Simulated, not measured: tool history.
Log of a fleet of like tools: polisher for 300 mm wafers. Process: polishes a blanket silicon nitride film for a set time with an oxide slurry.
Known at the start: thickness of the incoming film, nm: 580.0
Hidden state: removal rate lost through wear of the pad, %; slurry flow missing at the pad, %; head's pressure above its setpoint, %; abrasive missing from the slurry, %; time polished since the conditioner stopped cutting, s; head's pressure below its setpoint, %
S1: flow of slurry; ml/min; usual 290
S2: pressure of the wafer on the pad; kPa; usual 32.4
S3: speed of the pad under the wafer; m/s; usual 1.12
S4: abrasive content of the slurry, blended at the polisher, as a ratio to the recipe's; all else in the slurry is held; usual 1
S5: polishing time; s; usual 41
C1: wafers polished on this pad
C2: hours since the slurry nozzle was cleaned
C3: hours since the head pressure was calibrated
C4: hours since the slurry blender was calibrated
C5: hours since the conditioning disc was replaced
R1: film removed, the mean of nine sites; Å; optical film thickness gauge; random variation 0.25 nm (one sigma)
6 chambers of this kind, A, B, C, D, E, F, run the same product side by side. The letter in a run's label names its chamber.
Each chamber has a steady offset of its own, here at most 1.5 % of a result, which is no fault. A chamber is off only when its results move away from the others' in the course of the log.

run   hour   S1    S2    S3  S4  S5    C1     C2      C3     C4     C5      R1
       0.5  -- chamber D: worn pad replaced by a new one
       3.0  -- chamber A: worn pad replaced by a new one
       3.3  -- chamber F: slurry blender recalibrated
       5.2  -- chamber B: slurry blender recalibrated
       5.6  -- chamber B: conditioning disc replaced and pad reconditioned
 1B    6.3  290  32.4  1.12   1  41    77  302.3    29.3    1.1    0.8  321.91
      13.6  -- chamber D: slurry nozzle cleaned
 2C   13.7  290  32.4  1.12   1  41   364  277.3   599.8  107.3  113.4  316.09
 3F   19.5  290  32.4  1.12   1  41   325  532.0    93.0   16.2   55.1  319.44
      23.8  -- chamber E: conditioning disc replaced and pad reconditioned
 4A   26.8  290  32.4  1.12   1  41   208  363.3   500.2  294.3   72.4  312.35
      29.2  -- chamber A: slurry nozzle cleaned
 5D   31.1  290  32.4  1.12   1  41   267   17.5  1080.5  200.8  275.2  316.51
      34.3  -- chamber C: worn pad replaced by a new one
 6E   35.0  290  32.4  1.12   1  41   370  120.9   399.4  243.8   11.2  314.22
 7D   42.8  350  32.4  0.74   1  41   369   29.2  1092.2  212.5  286.9  231.49
 8E   48.9  350  32.4  0.74   1  41   492  134.8   413.3  257.7   25.1  230.49
      49.4  -- chamber F: worn pad replaced by a new one
 9B   57.1  350  32.4  0.74   1  41   521  353.1    80.1   51.9   51.6  229.15
      59.3  -- chamber E: worn pad replaced by a new one
10A   64.0  350  32.4  0.74   1  41   533   34.9   537.4  331.5  109.6  227.86
11C   68.8  350  32.4  0.74   1  41   301  332.4   654.9  162.4  168.5  230.55
      69.8  -- chamber E: slurry blender recalibrated
12F   76.7  350  32.4  0.74   1  41   239  589.2   150.2   73.4  112.3  235.39
13D   82.6  290  32.4  1.12   1  41   717   69.0  1132.0  252.3  326.7  320.01
      86.4  -- chamber B: worn pad replaced by a new one
      88.0  -- chamber F: slurry nozzle cleaned
      90.0  -- chamber D: head pressure recalibrated
14B   90.0  290  32.4  1.12   1  41    31  386.0   113.0   84.8   84.5  318.04
      90.5  -- chamber C: conditioning disc replaced and pad reconditioned
      96.4  -- chamber C: worn pad replaced by a new one
15F   98.1  290  32.4  1.12   1  41   426   10.2   171.6   94.8  133.7  318.52
16E  104.1  290  32.4  1.12   1  41   392  190.0   468.5   34.3   80.3  309.71
     110.3  -- chamber E: worn pad replaced by a new one
17C  111.7  290  32.4  1.12   1  41   134  375.3   697.8  205.3   21.2  312.90
     114.7  -- chamber F: worn pad replaced by a new one
18A  115.8  290  32.4  1.12   1  51   986   86.7   589.2  383.3  161.4  387.36
     118.8  -- chamber A: worn pad replaced by a new one
19F  121.4  290  32.4  1.12   1  51    58   33.5   194.9  118.1  157.0  398.69
20A  128.1  290  32.4  1.12   1  51    81   99.0   601.5  395.6  173.7  388.19
     129.4  -- chamber D: slurry blender recalibrated
21E  136.4  290  32.4  1.12   1  51   228  222.3   500.8   66.6  112.6  387.21
22B  144.0  290  32.4  1.12   1  51   503  440.0   167.0  138.8  138.5  394.16
23C  150.4  290  32.4  1.12   1  51   472  414.0   736.5  244.0   59.9  395.84
     154.1  -- chamber A: slurry blender recalibrated
24D  154.6  290  32.4  1.12   1  41  1347  141.0    64.7   25.2  398.7  342.69
     159.6  -- chamber D: worn pad replaced by a new one
25F  162.2  290  32.4  1.12   1  41   415   74.3   235.7  158.9  197.8  318.83
26C  166.7  290  32.4  1.12   1  41   614  430.3   752.8  260.3   76.2  316.41
     168.6  -- chamber C: worn pad replaced by a new one
27B  174.1  290  32.4  1.12   1  41   767  470.1   197.1  168.9  168.6  320.32
     174.5  -- chamber E: worn pad replaced by a new one
     176.5  -- chamber A: conditioning disc replaced and pad reconditioned
28E  180.9  290  32.4  1.12   1  41    56  266.8   545.3  111.1  157.1  311.60
     181.2  -- chamber F: worn pad replaced by a new one
29A  188.3  290  32.4  1.12   1  41   608  159.2   661.7   34.2   11.9  317.54
30D  192.1  290  32.4  1.12   1  41   284  178.5   102.2   62.7  436.2  341.95
     192.4  -- chamber C: slurry blender recalibrated
     199.8  -- chamber B: worn pad replaced by a new one
31F  200.3  290  32.4  1.12   1  41   167  112.4   273.8  197.0  235.9  321.85
     204.4  -- chamber F: conditioning disc replaced and pad reconditioned
32B  206.3  290  32.4  1.12   1  41    57  502.3   229.3  201.1  200.8  317.34
33A  214.4  290  32.4  1.12   1  41   836  185.3   687.8   60.3   38.0  317.32
34D  220.5  290  32.4  1.12   1  32   532  206.9   130.6   91.1  464.6  268.98
35E  227.3  290  32.4  1.12   1  32   462  313.2   591.7  157.5  203.5  247.57
36C  232.6  290  32.4  1.12   1  32   559  496.2   818.7   40.3  142.1  247.44
37E  238.1  290  32.4  1.12   1  32   556  324.0   602.5  168.3  214.3  244.77
     242.0  -- chamber F: slurry blender recalibrated
     242.1  -- chamber F: worn pad replaced by a new one
38F  243.8  290  32.4  1.12   1  32    15  155.9   317.3    1.8   39.4  250.88
39B  248.1  290  32.4  1.12   1  32   422  544.1   271.1  242.9  242.6  246.38

Next, every chamber runs the same settings. What will each give?
40A  254.2  225  32.4  1.12   1  41                       ?
40B  254.2  225  32.4  1.12   1  41                       ?
40C  254.2  225  32.4  1.12   1  41                       ?
40D  254.2  225  32.4  1.12   1  41                       ?
40E  254.2  225  32.4  1.12   1  41                       ?
40F  254.2  225  32.4  1.12   1  41                       ?

run      R1
40A  304.72
40B  308.40
40C  311.59
40D  334.06
40E  301.13
40F  307.93
